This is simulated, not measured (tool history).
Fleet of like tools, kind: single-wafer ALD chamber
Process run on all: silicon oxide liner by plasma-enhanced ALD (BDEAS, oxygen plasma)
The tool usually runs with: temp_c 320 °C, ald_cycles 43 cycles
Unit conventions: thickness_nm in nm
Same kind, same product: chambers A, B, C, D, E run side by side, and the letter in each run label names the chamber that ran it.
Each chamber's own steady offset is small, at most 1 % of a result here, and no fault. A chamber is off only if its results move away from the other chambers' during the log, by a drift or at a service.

run	hour	temp_c	ald_cycles	hours since the last thermocouple change	read-back reference wafer on the same gauge, thickness_nm	thickness_nm
1D	7.5	320	43	1070.1	3.6909	3.8873
2C	14.2	320	43	1366.3	3.6876	3.9271
3A	19.2	320	43	210.9	3.6896	3.883
4B	27.6	320	43	1667.4	3.6868	3.9021
5E	32.2	320	43	365.7	3.6879	3.8767
# hour 39.5: chamber D: thermocouple changed; heater temperature recalibrated
6E	41.4	320	43	374.9	3.6851	3.8735
7D	48.8	320	43	9.4	3.6873	3.8801
8A	56	320	43	247.7	3.6856	3.8831
9C	60.7	320	43	1412.8	3.6853	3.9126
10B	69.3	306	37	1709.1	3.6836	3.4364
11D	77.9	306	37	38.5	3.6831	3.3955
12A	87	306	37	278.7	3.6842	3.4123
13B	92.4	306	37	1732.2	3.6818	3.4233
14C	100.3	306	37	1452.4	3.6817	3.436
15E	105.4	320	43	438.9	3.6814	3.875
16B	112.4	310	46	1752.2	3.6808	4.231
17A	118.3	310	46	310	3.6809	4.2058
18E	124.9	310	46	458.4	3.679	4.2074
19D	129.3	310	46	89.9	3.6793	4.2032
20C	134.5	310	46	1486.6	3.6792	4.2473
21B	142.6	325	43	1782.4	3.6796	3.8721
22C	149.1	325	43	1501.2	3.6784	3.8795
23E	155.3	325	43	488.8	3.6777	3.8346
24D	162.3	325	43	122.9	3.6776	3.8373
# hour 166.6: chamber B: thermocouple changed; heater temperature recalibrated
25A	168.8	325	43	360.5	3.6772	3.8454
26C	177.8	320	43	1529.9	3.676	3.9084
27B	182.4	320	43	15.9	3.6742	3.8915
28E	189.2	320	43	522.7	3.6752	3.8545
29D	197.8	320	43	158.4	3.6751	3.8734
30A	205.5	320	43	397.2	3.6726	3.8744
31A	212.6	320	43	404.3	3.6733	3.8682
32B	218.9	320	43	52.4	3.672	3.8893
33E	225.1	320	43	558.6	3.6715	3.8524
34C	232.7	320	43	1584.8	3.6711	3.8954
35D	241.6	320	43	202.2	3.6693	3.852
36B	247.3	320	43	80.8	3.6696	3.8843
37D	253.2	320	43	213.8	3.669	3.8615
38C	261	305	49	1613.1	3.6694	4.539
39A	266	305	49	457.7	3.6688	4.5164
40E	270.9	305	49	604.4	3.6678	4.4782
41C	275.5	305	49	1627.6	3.6685	4.5358
42A	281.3	305	49	473	3.6689	4.5182

For the next run the whole fleet of 5 chambers uses the same settings. Give each chamber's results:
43A	288	320	36			?
43B	288	320	36			?
43C	288	320	36			?
43D	288	320	36			?
43E	288	320	36			?

run	thickness_nm
43A	3.2307
43B	3.2546
43C	3.2585
43D	3.2395
43E	3.2251

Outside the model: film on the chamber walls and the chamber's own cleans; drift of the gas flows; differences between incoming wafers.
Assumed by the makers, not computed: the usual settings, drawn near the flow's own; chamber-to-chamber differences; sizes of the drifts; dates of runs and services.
